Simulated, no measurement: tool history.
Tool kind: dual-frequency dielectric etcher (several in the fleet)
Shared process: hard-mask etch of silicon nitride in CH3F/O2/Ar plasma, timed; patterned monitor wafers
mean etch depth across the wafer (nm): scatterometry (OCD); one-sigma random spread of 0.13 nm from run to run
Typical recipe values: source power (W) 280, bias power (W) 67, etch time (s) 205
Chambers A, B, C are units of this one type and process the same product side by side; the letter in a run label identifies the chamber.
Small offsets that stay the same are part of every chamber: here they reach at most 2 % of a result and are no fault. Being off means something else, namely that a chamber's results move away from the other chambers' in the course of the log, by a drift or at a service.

run   hour  source power (W)  bias power (W)  etch time (s)  hours since the last wet clean  hours since the last source power generator calibration  hours since the last bias power generator calibration  read-back reference wafer on the same gauge, depth_nm  mean etch depth across the wafer (nm)
 1B    6.6               280              67            205                           387.2                                                     1420                                                 2857.6                                                 100.03                                 123.04
 2C   13.1               280              67            205                           478.8                                                   2339.1                                                 2002.9                                                 99.968                                 122.26
 3A   21.6               280              67            205                           274.8                                                   1107.2                                                 2209.3                                                 99.965                                 120.52
 4B     26               280              67            205                           406.6                                                   1439.4                                                   2877                                                 99.913                                 123.21
      27.5  -- chamber C: wet clean of the chamber
 5A   34.4               310              72            205                           287.6                                                     1120                                                 2222.1                                                 99.905                                 128.05
 6C   41.9               310              72            205                            14.4                                                   2367.9                                                 2031.7                                                 99.907                                 130.26
 7A   47.9               310              72            205                           301.1                                                   1133.5                                                 2235.6                                                  99.91                                    128
 8B   56.5               280              83            205                           437.1                                                   1469.9                                                 2907.5                                                 99.865                                 132.74
 9C   61.9               280              83            205                            34.4                                                   2387.9                                                 2051.7                                                  99.85                                 131.96
10A   69.3               280              83            205                           322.5                                                   1154.9                                                   2257                                                 99.837                                 129.84
11C   76.3               280              67            205                            48.8                                                   2402.3                                                 2066.1                                                 99.827                                 122.29
12B   83.7               280              51            205                           464.3                                                   1497.1                                                 2934.7                                                 99.802                                 112.11
13C   93.2               280              51            205                            65.7                                                   2419.2                                                   2083                                                  99.81                                 111.09
14A  102.5               280              51            205                           355.7                                                   1188.1                                                 2290.2                                                 99.756                                 109.22
     108.8  -- chamber A: wet clean of the chamber
15B  112.3               280              67            205                           492.9                                                   1525.7                                                 2963.3                                                 99.773                                 122.98
16B    120               280              67            205                           500.6                                                   1533.4                                                   2971                                                 99.756                                 122.87
17A  127.6               280              67            205                            18.9                                                   1213.2                                                 2315.3                                                 99.732                                 119.95
18C    136               280              67            205                           108.5                                                     2462                                                 2125.8                                                  99.72                                  121.9
19C  144.1               280              67            205                           116.6                                                   2470.1                                                 2133.9                                                 99.679                                 121.85
20B  149.4               280              67            205                             530                                                   1562.8                                                 3000.4                                                 99.671                                 123.08
21A  154.6               280              67            205                            45.9                                                   1240.2                                                 2342.3                                                 99.645                                  120.1
22A  164.5               280              80            205                            55.8                                                   1250.1                                                 2352.2                                                 99.615                                 127.85
23B  173.3               280              80            205                           553.9                                                   1586.7                                                 3024.3                                                 99.584                                 130.54
24C  179.7               280              80            205                           152.2                                                   2505.7                                                 2169.5                                                 99.614                                 129.76
25C  185.8               280              67            205                           158.3                                                   2511.8                                                 2175.6                                                 99.602                                  121.7
26B  193.7               280              76          234.5                           574.3                                                   1607.1                                                 3044.7                                                 99.585                                 146.84

Which is it: a chamber that has drifted or been left off by a service, a gauge drift common to all chambers, or only each chamber's usual small offset? If a chamber is off, name it and its likeliest cause.

The shared gauge is drifting. All chambers look as if they move in step, but none is off.
What lies behind it: gauge reads low (%) = 0.442.
